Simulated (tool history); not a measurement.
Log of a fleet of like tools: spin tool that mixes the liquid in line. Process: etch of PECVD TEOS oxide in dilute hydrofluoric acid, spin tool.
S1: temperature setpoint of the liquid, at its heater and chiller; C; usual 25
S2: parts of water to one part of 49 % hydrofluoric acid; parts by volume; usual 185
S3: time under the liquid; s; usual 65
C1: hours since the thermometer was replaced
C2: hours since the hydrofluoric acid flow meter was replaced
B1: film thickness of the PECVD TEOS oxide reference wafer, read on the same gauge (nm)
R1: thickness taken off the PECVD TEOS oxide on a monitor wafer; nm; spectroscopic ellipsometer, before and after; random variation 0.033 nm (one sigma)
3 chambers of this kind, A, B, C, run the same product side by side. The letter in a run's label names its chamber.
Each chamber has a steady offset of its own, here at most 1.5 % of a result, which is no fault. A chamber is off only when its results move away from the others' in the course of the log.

{"run": "1C", "day": 0.2, "S1": 25, "S2": 185, "S3": 65, "C1": 458.6, "C2": 516.3, "B1": 100.0, "R1": 5.5637}
{"run": "2B", "day": 0.396, "S1": 25, "S2": 185, "S3": 65, "C1": 302.9, "C2": 46.6, "B1": 100.02, "R1": 5.6397}
{"run": "3A", "day": 0.612, "S1": 25, "S2": 185, "S3": 65, "C1": 773.0, "C2": 309.9, "B1": 100.0, "R1": 5.6089}
{"run": "4B", "day": 0.892, "S1": 25, "S2": 185, "S3": 65, "C1": 314.8, "C2": 58.5, "B1": 99.998, "R1": 5.6033}
{"run": "5A", "day": 1.171, "S1": 25, "S2": 185, "S3": 65, "C1": 786.4, "C2": 323.3, "B1": 100.01, "R1": 5.5192}
{"run": "6C", "day": 1.433, "S1": 25, "S2": 185, "S3": 65, "C1": 488.2, "C2": 545.9, "B1": 99.979, "R1": 5.5999}
{"run": "7B", "day": 1.575, "S1": 25, "S2": 185, "S3": 65, "C1": 331.2, "C2": 74.9, "B1": 99.991, "R1": 5.6786}
{"run": "8C", "day": 1.746, "S1": 25, "S2": 185, "S3": 65, "C1": 495.7, "C2": 553.4, "B1": 99.992, "R1": 5.6369}
{"run": "9A", "day": 1.883, "S1": 25, "S2": 185, "S3": 65, "C1": 803.5, "C2": 340.4, "B1": 99.995, "R1": 5.4858}
{"run": "10C", "day": 2.188, "S1": 25, "S2": 185, "S3": 65, "C1": 506.3, "C2": 564.0, "B1": 100.0, "R1": 5.5682}
{"run": "11A", "day": 2.488, "S1": 25, "S2": 185, "S3": 65, "C1": 818.0, "C2": 354.9, "B1": 99.992, "R1": 5.5779}
{"run": "12B", "day": 2.688, "S1": 25, "S2": 185, "S3": 65, "C1": 357.9, "C2": 101.6, "B1": 100.04, "R1": 5.6625}
{"run": "13A", "day": 2.971, "S1": 25, "S2": 185, "S3": 65, "C1": 829.6, "C2": 366.5, "B1": 99.987, "R1": 5.5044}
{"run": "14C", "day": 3.267, "S1": 25, "S2": 185, "S3": 65, "C1": 532.2, "C2": 589.9, "B1": 100.01, "R1": 5.5788}
{"run": "15B", "day": 3.433, "S1": 25, "S2": 185, "S3": 65, "C1": 375.8, "C2": 119.5, "B1": 100.0, "R1": 5.6169}
{"run": "16B", "day": 3.688, "S1": 25, "S2": 185, "S3": 65, "C1": 381.9, "C2": 125.6, "B1": 99.999, "R1": 5.6082}
{"run": "17A", "day": 3.996, "S1": 25, "S2": 230, "S3": 30, "C1": 854.2, "C2": 391.1, "B1": 100.01, "R1": 1.9578}
{"run": "18C", "day": 4.242, "S1": 25, "S2": 230, "S3": 30, "C1": 555.6, "C2": 613.3, "B1": 99.99, "R1": 1.998}
{"run": "19A", "day": 4.425, "S1": 25, "S2": 230, "S3": 30, "C1": 864.5, "C2": 401.4, "B1": 100.0, "R1": 2.004}
{"run": "20B", "day": 4.562, "S1": 25, "S2": 185, "S3": 65, "C1": 402.9, "C2": 146.6, "B1": 99.992, "R1": 5.611}
{"run": "21C", "day": 4.817, "S1": 25, "S2": 185, "S3": 65, "C1": 569.4, "C2": 627.1, "B1": 99.98, "R1": 5.5783}
{"run": "22A", "day": 5.092, "S1": 25, "S2": 185, "S3": 65, "C1": 880.5, "C2": 417.4, "B1": 99.991, "R1": 5.6282}
{"run": "23C", "day": 5.254, "S1": 25, "S2": 185, "S3": 65, "C1": 579.9, "C2": 637.6, "B1": 99.987, "R1": 5.5615}
{"run": "24B", "day": 5.517, "S1": 25, "S2": 185, "S3": 65, "C1": 425.8, "C2": 169.5, "B1": 100.03, "R1": 5.6285}
{"run": "25B", "day": 5.7, "S1": 25, "S2": 185, "S3": 65, "C1": 430.2, "C2": 173.9, "B1": 99.988, "R1": 5.7073}
{"run": "26A", "day": 5.867, "S1": 25, "S2": 185, "S3": 65, "C1": 899.1, "C2": 436.0, "B1": 100.02, "R1": 5.716}
{"run": "27C", "day": 6.171, "S1": 25, "S2": 185, "S3": 65, "C1": 601.9, "C2": 659.6, "B1": 100.02, "R1": 5.5392}
{"run": "28C", "day": 6.4, "S1": 25, "S2": 185, "S3": 65, "C1": 607.4, "C2": 665.1, "B1": 100.02, "R1": 5.5415}
{"run": "29B", "day": 6.65, "S1": 25, "S2": 185, "S3": 65, "C1": 453.0, "C2": 196.7, "B1": 99.994, "R1": 5.6754}
{"run": "30A", "day": 6.962, "S1": 25, "S2": 185, "S3": 65, "C1": 925.4, "C2": 462.3, "B1": 100.01, "R1": 5.8093}
{"run": "31B", "day": 7.108, "S1": 25, "S2": 185, "S3": 65, "C1": 464.0, "C2": 207.7, "B1": 100.0, "R1": 5.6312}
{"run": "32C", "day": 7.392, "S1": 25, "S2": 185, "S3": 65, "C1": 631.2, "C2": 688.9, "B1": 99.985, "R1": 5.6163}
{"run": "33A", "day": 7.583, "S1": 25, "S2": 185, "S3": 65, "C1": 940.3, "C2": 477.2, "B1": 100.0, "R1": 5.8533}
{"run": "34A", "day": 7.862, "S1": 25, "S2": 185, "S3": 65, "C1": 947.0, "C2": 483.9, "B1": 99.989, "R1": 5.8455}
{"run": "35B", "day": 8.075, "S1": 21, "S2": 185, "S3": 30, "C1": 487.2, "C2": 230.9, "B1": 99.976, "R1": 2.2475}
{"run": "36C", "day": 8.388, "S1": 21, "S2": 185, "S3": 30, "C1": 655.1, "C2": 712.8, "B1": 100.01, "R1": 2.2322}
{"run": "37C", "day": 8.662, "S1": 21, "S2": 185, "S3": 30, "C1": 661.7, "C2": 719.4, "B1": 100.04, "R1": 2.2121}
{"run": "38B", "day": 8.9, "S1": 25, "S2": 185, "S3": 65, "C1": 507.0, "C2": 250.7, "B1": 99.986, "R1": 5.5772}
{"run": "39A", "day": 9.196, "S1": 25, "S2": 185, "S3": 65, "C1": 979.0, "C2": 515.9, "B1": 99.993, "R1": 5.899}
{"day": 9.221, "done": "chamber A: hydrofluoric acid flow meter replaced"}
{"run": "40C", "day": 9.454, "S1": 25, "S2": 185, "S3": 65, "C1": 680.7, "C2": 738.4, "B1": 99.989, "R1": 5.6003}
{"run": "41A", "day": 9.638, "S1": 25, "S2": 185, "S3": 65, "C1": 989.6, "C2": 10.0, "B1": 100.0, "R1": 5.9912}

All 3 chambers run these settings next. Forecast each chamber's results:
{"run": "42A", "day": 9.862, "S1": 25, "S2": 185, "S3": 65, "R1": "?"}
{"run": "42B", "day": 9.862, "S1": 25, "S2": 185, "S3": 65, "R1": "?"}
{"run": "42C", "day": 9.862, "S1": 25, "S2": 185, "S3": 65, "R1": "?"}

run=42A R1=6.0441
run=42B R1=5.6652
run=42C R1=5.5607
